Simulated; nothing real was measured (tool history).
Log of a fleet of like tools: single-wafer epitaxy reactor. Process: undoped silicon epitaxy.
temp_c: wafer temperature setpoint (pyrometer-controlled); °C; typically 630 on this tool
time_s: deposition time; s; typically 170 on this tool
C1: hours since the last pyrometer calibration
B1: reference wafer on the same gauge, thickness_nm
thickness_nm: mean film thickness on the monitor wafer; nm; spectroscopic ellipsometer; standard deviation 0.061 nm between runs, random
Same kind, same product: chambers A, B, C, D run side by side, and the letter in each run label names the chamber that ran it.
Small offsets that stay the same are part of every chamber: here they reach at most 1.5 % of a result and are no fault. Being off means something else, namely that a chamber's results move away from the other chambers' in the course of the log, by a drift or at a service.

Run 1B, hour 12.9: usual settings; C1 1144; B1 17.898. Result: thickness_nm 18.455 nm.
Run 2A, hour 25.6: usual settings; C1 391.7; B1 17.89. Result: thickness_nm 18.421 nm.
Run 3D, hour 37.9: usual settings; C1 432.7; B1 17.877. Result: thickness_nm 17.982 nm.
Run 4C, hour 51.1: usual settings; C1 1343.8; B1 17.909. Result: thickness_nm 18.547 nm.
Run 5D, hour 58.4: usual settings; C1 453.2; B1 17.899. Result: thickness_nm 18.113 nm.
Run 6C, hour 69.6: usual settings; C1 1362.3; B1 17.884. Result: thickness_nm 18.453 nm.
Run 7B, hour 78.2: usual settings but temp_c 621 °C, time_s 203 s; C1 1209.3; B1 17.907. Result: thickness_nm 17.866 nm.
Run 8A, hour 89.2: usual settings but temp_c 621 °C, time_s 203 s; C1 455.3; B1 17.897. Result: thickness_nm 17.859 nm.
Run 9D, hour 97.5: usual settings but temp_c 621 °C, time_s 203 s; C1 492.3; B1 17.9. Result: thickness_nm 17.651 nm.
Run 10C, hour 109.7: usual settings but temp_c 621 °C, time_s 203 s; C1 1402.4; B1 17.901. Result: thickness_nm 17.948 nm.
Run 11A, hour 115.9: usual settings; C1 482; B1 17.888. Result: thickness_nm 18.409 nm.
Run 12B, hour 128.4: usual settings; C1 1259.5; B1 17.89. Result: thickness_nm 18.349 nm.
Run 13A, hour 138.8: usual settings but time_s 182 s; C1 504.9; B1 17.906. Result: thickness_nm 19.674 nm.
Run 14C, hour 148.7: usual settings but time_s 182 s; C1 1441.4; B1 17.894. Result: thickness_nm 19.73 nm.
Run 15D, hour 158.3: usual settings but time_s 182 s; C1 553.1; B1 17.892. Result: thickness_nm 19.488 nm.
Run 16B, hour 171.4: usual settings but time_s 182 s; C1 1302.5; B1 17.904. Result: thickness_nm 19.637 nm.
Run 17A, hour 185.1: usual settings; C1 551.2; B1 17.901. Result: thickness_nm 18.403 nm.
Run 18D, hour 195.1: usual settings; C1 589.9; B1 17.909. Result: thickness_nm 18.143 nm.
Run 19B, hour 206.5: usual settings but temp_c 644 °C, time_s 156 s; C1 1337.6; B1 17.912. Result: thickness_nm 23.183 nm.
Run 20C, hour 220.2: usual settings but temp_c 644 °C, time_s 156 s; C1 1512.9; B1 17.895. Result: thickness_nm 23.187 nm.
Run 21B, hour 228.1: usual settings but temp_c 644 °C, time_s 156 s; C1 1359.2; B1 17.89. Result: thickness_nm 23.202 nm.
Run 22D, hour 235.5: usual settings but temp_c 644 °C, time_s 156 s; C1 630.3; B1 17.91. Result: thickness_nm 22.592 nm.
Run 23A, hour 242.8: usual settings; C1 608.9; B1 17.89. Result: thickness_nm 18.407 nm.
Run 24C, hour 254.1: usual settings; C1 1546.8; B1 17.894. Result: thickness_nm 18.542 nm.
Run 25B, hour 265.6: usual settings; C1 1396.7; B1 17.895. Result: thickness_nm 18.694 nm.
Run 26C, hour 274.9: usual settings; C1 1567.6; B1 17.898. Result: thickness_nm 18.606 nm.
Run 27D, hour 283.6: usual settings; C1 678.4; B1 17.898. Result: thickness_nm 18.182 nm.
Run 28A, hour 292.3: usual settings; C1 658.4; B1 17.906. Result: thickness_nm 18.27 nm.
Run 29D, hour 302.6: usual settings; C1 697.4; B1 17.894. Result: thickness_nm 18.143 nm.
Run 30B, hour 314.6: usual settings but temp_c 621 °C; C1 1445.7; B1 17.904. Result: thickness_nm 15.201 nm.
Run 31C, hour 328.2: usual settings but temp_c 621 °C; C1 1620.9; B1 17.904. Result: thickness_nm 15.052 nm.
Run 32A, hour 336.2: usual settings but temp_c 621 °C; C1 702.3; B1 17.89. Result: thickness_nm 14.892 nm.
Run 33D, hour 344.8: usual settings but temp_c 621 °C; C1 739.6; B1 17.902. Result: thickness_nm 14.732 nm.
Run 34A, hour 353.5: usual settings but time_s 189 s; C1 719.6; B1 17.909. Result: thickness_nm 20.497 nm.
Run 35B, hour 364.2: usual settings but time_s 189 s; C1 1495.3; B1 17.911. Result: thickness_nm 20.9 nm.
Run 36C, hour 371.1: usual settings but time_s 189 s; C1 1663.8; B1 17.906. Result: thickness_nm 20.612 nm.
Run 37B, hour 380: usual settings but time_s 189 s; C1 1511.1; B1 17.894. Result: thickness_nm 20.888 nm.
Run 38C, hour 393: usual settings; C1 1685.7; B1 17.885. Result: thickness_nm 18.622 nm.

Which is it: a chamber that has drifted or been left off by a service, a gauge drift common to all chambers, or only each chamber's usual small offset? If a chamber is off, name it and its likeliest cause.

One chamber, B, drifts off from the rest bit by bit.
Most likely cause: wafer temperature above the value expected at the setpoint (K) = 1.26.

Which of the 4 candidates below, each the usual settings with something changed and its results left as question marks, puts chamber B back in line with what the other chambers give on the usual settings?
Counts as in line when no further than this from what the other chambers average on the usual settings: thickness_nm 0.21 nm
Run 39B-1, hour 403.1: usual settings but time_s 162 s. Result: thickness_nm ?.
Run 39B-2, hour 403.1: usual settings but time_s 178 s. Result: thickness_nm ?.
Run 39B-3, hour 403.1: usual settings but temp_c 629 °C, time_s 169 s. Result: thickness_nm ?.
Run 39B-4, hour 403.1: usual settings but temp_c 631 °C, time_s 171 s. Result: thickness_nm ?.

Other chambers, usual settings, mean: thickness_nm 18.344 nm
  run  thickness_nm
39B-1        17.959
39B-2        19.733
39B-3        18.316
39B-4         19.39
The answer is 39B-3, which returns the chamber to within the allowed miss of the others.
